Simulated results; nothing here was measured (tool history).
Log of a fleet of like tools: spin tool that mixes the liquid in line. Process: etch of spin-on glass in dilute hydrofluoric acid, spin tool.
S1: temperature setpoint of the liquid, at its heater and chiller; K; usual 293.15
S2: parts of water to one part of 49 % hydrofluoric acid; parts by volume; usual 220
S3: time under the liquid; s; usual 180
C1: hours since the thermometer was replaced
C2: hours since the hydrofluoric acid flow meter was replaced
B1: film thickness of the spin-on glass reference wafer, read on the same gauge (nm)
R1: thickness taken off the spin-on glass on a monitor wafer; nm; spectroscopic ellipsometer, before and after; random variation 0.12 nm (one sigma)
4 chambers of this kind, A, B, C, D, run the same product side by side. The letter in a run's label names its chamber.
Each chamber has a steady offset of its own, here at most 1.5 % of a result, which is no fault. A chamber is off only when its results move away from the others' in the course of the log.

run 1A hour=8.2 | S1=293.15 S2=220 S3=180 | C1=73.0 C2=118.3 | B1=119.99 | R1=14.1200
run 2B hour=17.0 | S1=293.15 S2=220 S3=180 | C1=849.5 C2=726.3 | B1=120.00 | R1=13.8390
run 3D hour=26.4 | S1=293.15 S2=220 S3=180 | C1=895.5 C2=608.6 | B1=120.00 | R1=13.9170
-- hour=36.0 chamber C: hydrofluoric acid flow meter replaced
run 4C hour=36.3 | S1=293.15 S2=220 S3=180 | C1=1443.5 C2=0.3 | B1=119.99 | R1=13.7920
run 5D hour=51.4 | S1=293.15 S2=220 S3=180 | C1=920.5 C2=633.6 | B1=120.00 | R1=13.9550
-- hour=57.5 chamber D: hydrofluoric acid flow meter replaced
run 6A hour=60.0 | S1=295.15 S2=220 S3=180 | C1=124.8 C2=170.1 | B1=120.01 | R1=15.2030
run 7C hour=67.8 | S1=295.15 S2=220 S3=180 | C1=1475.0 C2=31.8 | B1=120.01 | R1=15.0870
run 8B hour=80.6 | S1=295.15 S2=220 S3=180 | C1=913.1 C2=789.9 | B1=119.99 | R1=14.8510
run 9D hour=94.3 | S1=295.15 S2=220 S3=180 | C1=963.4 C2=36.8 | B1=120.00 | R1=14.9940
run 10B hour=104.8 | S1=293.15 S2=220 S3=180 | C1=937.3 C2=814.1 | B1=119.99 | R1=13.5390
run 11A hour=112.1 | S1=293.15 S2=220 S3=180 | C1=176.9 C2=222.2 | B1=119.97 | R1=14.0090
run 12C hour=125.7 | S1=293.15 S2=220 S3=180 | C1=1532.9 C2=89.7 | B1=120.00 | R1=13.9530
run 13D hour=133.7 | S1=298.15 S2=320 S3=180 | C1=1002.8 C2=76.2 | B1=119.99 | R1=10.2150
run 14C hour=148.5 | S1=298.15 S2=320 S3=180 | C1=1555.7 C2=112.5 | B1=120.01 | R1=10.3720
run 15B hour=159.1 | S1=298.15 S2=320 S3=180 | C1=991.6 C2=868.4 | B1=120.02 | R1=10.4730
run 16A hour=173.2 | S1=298.15 S2=320 S3=180 | C1=238.0 C2=283.3 | B1=120.01 | R1=10.4680
run 17C hour=185.6 | S1=293.15 S2=220 S3=180 | C1=1592.8 C2=149.6 | B1=119.98 | R1=13.8850
run 18A hour=198.3 | S1=291.15 S2=285 S3=180 | C1=263.1 C2=308.4 | B1=120.02 | R1=9.4185
run 19B hour=212.0 | S1=291.15 S2=285 S3=180 | C1=1044.5 C2=921.3 | B1=119.99 | R1=9.2923
run 20D hour=224.9 | S1=291.15 S2=285 S3=180 | C1=1094.0 C2=167.4 | B1=119.99 | R1=9.3929
run 21A hour=235.8 | S1=291.15 S2=285 S3=180 | C1=300.6 C2=345.9 | B1=119.99 | R1=9.5678
run 22C hour=243.9 | S1=293.15 S2=220 S3=95 | C1=1651.1 C2=207.9 | B1=120.00 | R1=7.3308
run 23B hour=258.1 | S1=293.15 S2=220 S3=95 | C1=1090.6 C2=967.4 | B1=120.00 | R1=7.4103
run 24D hour=273.3 | S1=293.15 S2=220 S3=95 | C1=1142.4 C2=215.8 | B1=120.00 | R1=7.4089
run 25B hour=285.6 | S1=293.15 S2=220 S3=95 | C1=1118.1 C2=994.9 | B1=119.99 | R1=7.2908
run 26D hour=300.7 | S1=293.15 S2=220 S3=180 | C1=1169.8 C2=243.2 | B1=120.01 | R1=13.8380
run 27A hour=312.0 | S1=293.15 S2=220 S3=180 | C1=376.8 C2=422.1 | B1=119.99 | R1=13.8720
run 28C hour=324.4 | S1=293.15 S2=220 S3=180 | C1=1731.6 C2=288.4 | B1=120.02 | R1=14.0340
run 29C hour=332.4 | S1=293.15 S2=220 S3=180 | C1=1739.6 C2=296.4 | B1=120.01 | R1=13.9500
run 30A hour=347.4 | S1=293.15 S2=220 S3=180 | C1=412.2 C2=457.5 | B1=120.01 | R1=14.1500
run 31D hour=360.2 | S1=293.15 S2=220 S3=180 | C1=1229.3 C2=302.7 | B1=120.02 | R1=13.7940
-- hour=367.3 chamber A: hydrofluoric acid flow meter replaced
run 32B hour=374.5 | S1=293.15 S2=220 S3=180 | C1=1207.0 C2=1083.8 | B1=119.99 | R1=13.8240
run 33B hour=381.5 | S1=293.15 S2=220 S3=180 | C1=1214.0 C2=1090.8 | B1=120.00 | R1=13.8310
run 34A hour=393.8 | S1=293.15 S2=220 S3=180 | C1=458.6 C2=26.5 | B1=120.00 | R1=14.0820
run 35C hour=401.2 | S1=293.15 S2=220 S3=180 | C1=1808.4 C2=365.2 | B1=119.99 | R1=13.9040
run 36D hour=412.5 | S1=293.15 S2=220 S3=180 | C1=1281.6 C2=355.0 | B1=120.00 | R1=13.9460

Is one chamber off against the others, does the gauge drift, or is nothing wrong? If a chamber is off, say which, and what the likeliest cause is.

No chamber stands off beyond its own small offset, and the gauge holds steady.
